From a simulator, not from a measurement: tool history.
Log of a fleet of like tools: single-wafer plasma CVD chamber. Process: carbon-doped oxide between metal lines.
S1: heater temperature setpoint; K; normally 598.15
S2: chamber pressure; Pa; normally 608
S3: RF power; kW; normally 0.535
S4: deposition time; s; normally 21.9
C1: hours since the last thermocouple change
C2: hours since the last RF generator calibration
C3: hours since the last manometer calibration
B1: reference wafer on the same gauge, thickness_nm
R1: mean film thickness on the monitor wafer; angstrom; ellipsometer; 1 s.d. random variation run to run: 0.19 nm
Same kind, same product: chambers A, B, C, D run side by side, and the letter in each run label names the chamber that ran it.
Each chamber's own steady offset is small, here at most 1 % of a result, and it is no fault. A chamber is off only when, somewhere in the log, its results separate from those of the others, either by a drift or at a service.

{"run": "1A", "hour": 6.7, "S1": 598.15, "S2": 608, "S3": 0.535, "S4": 21.9, "C1": 1093.2, "C2": 771.2, "C3": 371.3, "B1": 133.04, "R1": 1266.7}
{"run": "2D", "hour": 12.2, "S1": 598.15, "S2": 608, "S3": 0.535, "S4": 21.9, "C1": 843.3, "C2": 209.2, "C3": 470.9, "B1": 133.05, "R1": 1262.7}
{"run": "3B", "hour": 19.7, "S1": 598.15, "S2": 608, "S3": 0.535, "S4": 21.9, "C1": 1054.1, "C2": 548.6, "C3": 1062.4, "B1": 133.13, "R1": 1265.7}
{"run": "4C", "hour": 26.1, "S1": 598.15, "S2": 608, "S3": 0.535, "S4": 21.9, "C1": 1603.8, "C2": 943.4, "C3": 1308.7, "B1": 133.08, "R1": 1252.2}
{"run": "5A", "hour": 34.5, "S1": 598.15, "S2": 608, "S3": 0.535, "S4": 21.9, "C1": 1121, "C2": 799, "C3": 399.1, "B1": 133.09, "R1": 1262.9}
{"run": "6B", "hour": 38.9, "S1": 598.15, "S2": 608, "S3": 0.535, "S4": 21.9, "C1": 1073.3, "C2": 567.8, "C3": 1081.6, "B1": 133.13, "R1": 1264.2}
{"run": "7D", "hour": 46.7, "S1": 598.15, "S2": 608, "S3": 0.535, "S4": 21.9, "C1": 877.8, "C2": 243.7, "C3": 505.4, "B1": 133.18, "R1": 1263.4}
{"run": "8C", "hour": 51.8, "S1": 598.15, "S2": 608, "S3": 0.535, "S4": 21.9, "C1": 1629.5, "C2": 969.1, "C3": 1334.4, "B1": 133.13, "R1": 1251.4}
{"run": "9A", "hour": 58.7, "S1": 598.15, "S2": 608, "S3": 0.535, "S4": 21.9, "C1": 1145.2, "C2": 823.2, "C3": 423.3, "B1": 133.19, "R1": 1266.6}
{"run": "10D", "hour": 65.8, "S1": 598.15, "S2": 608, "S3": 0.535, "S4": 21.9, "C1": 896.9, "C2": 262.8, "C3": 524.5, "B1": 133.24, "R1": 1267.4}
{"run": "11C", "hour": 71.4, "S1": 610.15, "S2": 608, "S3": 0.535, "S4": 21.9, "C1": 1649.1, "C2": 988.7, "C3": 1354, "B1": 133.24, "R1": 1198.4}
{"run": "12B", "hour": 78.0, "S1": 610.15, "S2": 608, "S3": 0.535, "S4": 21.9, "C1": 1112.4, "C2": 606.9, "C3": 1120.7, "B1": 133.26, "R1": 1218.6}
{"run": "13D", "hour": 83.6, "S1": 610.15, "S2": 608, "S3": 0.535, "S4": 21.9, "C1": 914.7, "C2": 280.6, "C3": 542.3, "B1": 133.26, "R1": 1214.2}
{"run": "14B", "hour": 90.6, "S1": 610.15, "S2": 608, "S3": 0.535, "S4": 21.9, "C1": 1125, "C2": 619.5, "C3": 1133.3, "B1": 133.31, "R1": 1218.5}
{"run": "15C", "hour": 95.3, "S1": 598.15, "S2": 608, "S3": 0.535, "S4": 21.9, "C1": 1673, "C2": 1012.6, "C3": 1377.9, "B1": 133.23, "R1": 1250.1}
{"run": "16A", "hour": 102.4, "S1": 598.15, "S2": 716, "S3": 0.605, "S4": 21.9, "C1": 1188.9, "C2": 866.9, "C3": 467, "B1": 133.31, "R1": 1399.1}
{"run": "17B", "hour": 109.4, "S1": 598.15, "S2": 716, "S3": 0.605, "S4": 21.9, "C1": 1143.8, "C2": 638.3, "C3": 1152.1, "B1": 133.31, "R1": 1398}
{"run": "18A", "hour": 114.1, "S1": 598.15, "S2": 716, "S3": 0.605, "S4": 21.9, "C1": 1200.6, "C2": 878.6, "C3": 478.7, "B1": 133.33, "R1": 1400.6}
{"run": "19C", "hour": 121.6, "S1": 598.15, "S2": 716, "S3": 0.605, "S4": 21.9, "C1": 1699.3, "C2": 1038.9, "C3": 1404.2, "B1": 133.35, "R1": 1381.1}
{"hour": 128.3, "done": "chamber B: capacitance manometer re-zeroed and calibrated"}
{"run": "20D", "hour": 129.7, "S1": 598.15, "S2": 608, "S3": 0.535, "S4": 21.9, "C1": 960.8, "C2": 326.7, "C3": 588.4, "B1": 133.29, "R1": 1266.2}
{"run": "21A", "hour": 137.0, "S1": 598.15, "S2": 608, "S3": 0.535, "S4": 21.9, "C1": 1223.5, "C2": 901.5, "C3": 501.6, "B1": 133.39, "R1": 1267.9}
{"run": "22D", "hour": 143.2, "S1": 585.15, "S2": 608, "S3": 0.535, "S4": 25.1, "C1": 974.3, "C2": 340.2, "C3": 601.9, "B1": 133.39, "R1": 1525.5}
{"run": "23C", "hour": 151.5, "S1": 585.15, "S2": 608, "S3": 0.535, "S4": 25.1, "C1": 1729.2, "C2": 1068.8, "C3": 1434.1, "B1": 133.49, "R1": 1508.4}
{"run": "24B", "hour": 158.1, "S1": 585.15, "S2": 608, "S3": 0.535, "S4": 25.1, "C1": 1192.5, "C2": 687, "C3": 29.9, "B1": 133.45, "R1": 1525.7}
{"run": "25C", "hour": 163.7, "S1": 585.15, "S2": 608, "S3": 0.535, "S4": 25.1, "C1": 1741.4, "C2": 1081, "C3": 1446.3, "B1": 133.43, "R1": 1509.9}
{"run": "26D", "hour": 170.8, "S1": 598.15, "S2": 608, "S3": 0.535, "S4": 21.9, "C1": 1001.9, "C2": 367.8, "C3": 629.5, "B1": 133.48, "R1": 1268.4}
{"run": "27A", "hour": 177.3, "S1": 598.15, "S2": 608, "S3": 0.535, "S4": 21.9, "C1": 1263.8, "C2": 941.8, "C3": 541.9, "B1": 133.46, "R1": 1270.4}
{"run": "28B", "hour": 185.1, "S1": 598.15, "S2": 608, "S3": 0.535, "S4": 21.9, "C1": 1219.5, "C2": 714, "C3": 56.9, "B1": 133.51, "R1": 1272.6}
{"run": "29C", "hour": 190.8, "S1": 598.15, "S2": 608, "S3": 0.535, "S4": 21.9, "C1": 1768.5, "C2": 1108.1, "C3": 1473.4, "B1": 133.57, "R1": 1253.2}
{"run": "30A", "hour": 199.2, "S1": 598.15, "S2": 608, "S3": 0.535, "S4": 21.9, "C1": 1285.7, "C2": 963.7, "C3": 563.8, "B1": 133.53, "R1": 1270.2}
{"run": "31D", "hour": 204.4, "S1": 598.15, "S2": 608, "S3": 0.535, "S4": 21.9, "C1": 1035.5, "C2": 401.4, "C3": 663.1, "B1": 133.58, "R1": 1270.4}
{"run": "32B", "hour": 212.3, "S1": 598.15, "S2": 608, "S3": 0.535, "S4": 21.9, "C1": 1246.7, "C2": 741.2, "C3": 84.1, "B1": 133.62, "R1": 1269.7}
{"run": "33A", "hour": 219.5, "S1": 598.15, "S2": 608, "S3": 0.535, "S4": 21.9, "C1": 1306, "C2": 984, "C3": 584.1, "B1": 133.67, "R1": 1274.5}
{"run": "34B", "hour": 225.3, "S1": 598.15, "S2": 608, "S3": 0.535, "S4": 18.4, "C1": 1259.7, "C2": 754.2, "C3": 97.1, "B1": 133.68, "R1": 1072.7}
{"run": "35C", "hour": 229.4, "S1": 598.15, "S2": 608, "S3": 0.535, "S4": 18.4, "C1": 1807.1, "C2": 1146.7, "C3": 1512, "B1": 133.68, "R1": 1059.3}
{"run": "36D", "hour": 234.3, "S1": 598.15, "S2": 608, "S3": 0.535, "S4": 18.4, "C1": 1065.4, "C2": 431.3, "C3": 693, "B1": 133.67, "R1": 1069}
{"run": "37D", "hour": 240.0, "S1": 598.15, "S2": 608, "S3": 0.535, "S4": 18.4, "C1": 1071.1, "C2": 437, "C3": 698.7, "B1": 133.68, "R1": 1069.5}
{"run": "38C", "hour": 249.0, "S1": 598.15, "S2": 608, "S3": 0.535, "S4": 21.9, "C1": 1826.7, "C2": 1166.3, "C3": 1531.6, "B1": 133.7, "R1": 1259}
{"run": "39B", "hour": 256.1, "S1": 598.15, "S2": 608, "S3": 0.535, "S4": 21.9, "C1": 1290.5, "C2": 785, "C3": 127.9, "B1": 133.78, "R1": 1268.8}
{"run": "40A", "hour": 260.8, "S1": 598.15, "S2": 608, "S3": 0.535, "S4": 21.9, "C1": 1347.3, "C2": 1025.3, "C3": 625.4, "B1": 133.8, "R1": 1274.7}
{"run": "41A", "hour": 267.9, "S1": 598.15, "S2": 608, "S3": 0.535, "S4": 21.9, "C1": 1354.4, "C2": 1032.4, "C3": 632.5, "B1": 133.75, "R1": 1271.1}
{"run": "42D", "hour": 272.0, "S1": 598.15, "S2": 608, "S3": 0.535, "S4": 21.9, "C1": 1103.1, "C2": 469, "C3": 730.7, "B1": 133.78, "R1": 1275.8}

Is one chamber out of step, is the gauge drifting, or do the chambers differ by no more than their own small offsets? For an off chamber, give its letter and the likeliest cause.

The gauge drifts, so all chambers seem to drift together. No chamber is off.
Cause: gauge reads high (%) = 0.607.

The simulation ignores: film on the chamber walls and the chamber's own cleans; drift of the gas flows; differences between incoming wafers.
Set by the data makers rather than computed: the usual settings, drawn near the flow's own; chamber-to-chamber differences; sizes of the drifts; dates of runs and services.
